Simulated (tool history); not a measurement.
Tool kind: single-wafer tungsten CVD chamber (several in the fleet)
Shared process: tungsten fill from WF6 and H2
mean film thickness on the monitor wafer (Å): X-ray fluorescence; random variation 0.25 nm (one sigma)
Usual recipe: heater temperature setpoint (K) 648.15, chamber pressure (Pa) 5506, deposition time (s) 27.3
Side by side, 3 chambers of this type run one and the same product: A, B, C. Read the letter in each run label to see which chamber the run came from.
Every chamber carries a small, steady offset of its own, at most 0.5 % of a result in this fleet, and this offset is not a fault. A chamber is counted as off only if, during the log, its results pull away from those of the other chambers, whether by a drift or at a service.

run,day,heater temperature setpoint (K),chamber pressure (Pa),deposition time (s),"read-back reference wafer on the same gauge, thickness_nm",mean film thickness on the monitor wafer (Å)
1C,0.238,648.15,5506,27.3,57.467,560.83
2B,0.558,648.15,5506,27.3,57.484,571.01
3A,0.879,648.15,5506,27.3,57.505,569.45
4B,1.129,648.15,5506,27.3,57.465,565.1
5A,1.429,648.15,5506,27.3,57.545,565.19
6C,1.733,648.15,5506,27.3,57.561,567.83
7A,2.029,648.15,5506,27.3,57.547,570.16
8C,2.354,648.15,5506,27.3,57.532,561.62
9B,2.65,648.15,5506,27.3,57.477,563.94
10A,2.871,648.15,5506,23.3,57.497,484.14
11C,3.162,648.15,5506,23.3,57.483,483.44
12B,3.342,648.15,5506,23.3,57.512,484.85
13C,3.579,648.15,5506,27.3,57.54,563.86
14B,3.858,648.15,5506,27.3,57.542,561.96
15A,4.154,648.15,5506,27.3,57.496,568.73
16A,4.467,641.15,5506,27.3,57.569,491.43
17B,4.654,641.15,5506,27.3,57.489,489.75
18C,4.954,641.15,5506,27.3,57.504,487.1
19B,5.129,648.15,5506,27.3,57.448,565.98
20C,5.425,648.15,5506,27.3,57.534,564.39
21A,5.65,648.15,6653,27.3,57.486,618.37
22C,5.871,648.15,6653,27.3,57.513,620.17
23B,6.058,648.15,6653,27.3,57.492,612.17
24A,6.354,648.15,5506,27.3,57.529,568.53
25A,6.646,648.15,5506,27.3,57.585,567.88
26B,6.912,648.15,5506,27.3,57.448,564.66
27C,7.212,648.15,5506,27.3,57.573,569.16
28B,7.388,648.15,5506,27.3,57.477,568.23
29A,7.621,648.15,5506,27.3,57.485,566.28
30C,7.792,648.15,5506,27.3,57.449,566.81
31B,8.029,648.15,5506,27.3,57.51,567.08
32C,8.212,648.15,5506,27.3,57.487,564.77
33A,8.529,648.15,5506,27.3,57.552,568.32
34A,8.788,648.15,5506,27.3,57.505,564.59
35C,8.946,648.15,5506,27.3,57.495,565.96
36B,9.117,648.15,5506,27.3,57.562,565.31
# day 9.317: chamber A: thermocouple changed; heater temperature recalibrated
37B,9.383,648.15,5506,27.3,57.537,565.21
38A,9.592,648.15,4546,27.3,57.543,518.3
39C,9.842,648.15,4546,27.3,57.438,517.15
40A,10.033,648.15,4546,27.3,57.508,518.27
41C,10.25,648.15,5506,27.3,57.516,563.93

What goes on in this fleet: one chamber off, a drifting gauge, or nothing beyond the chambers' own small offsets? Name the chamber and the cause, if any.

No chamber stands off beyond its own small offset, and the gauge holds steady.
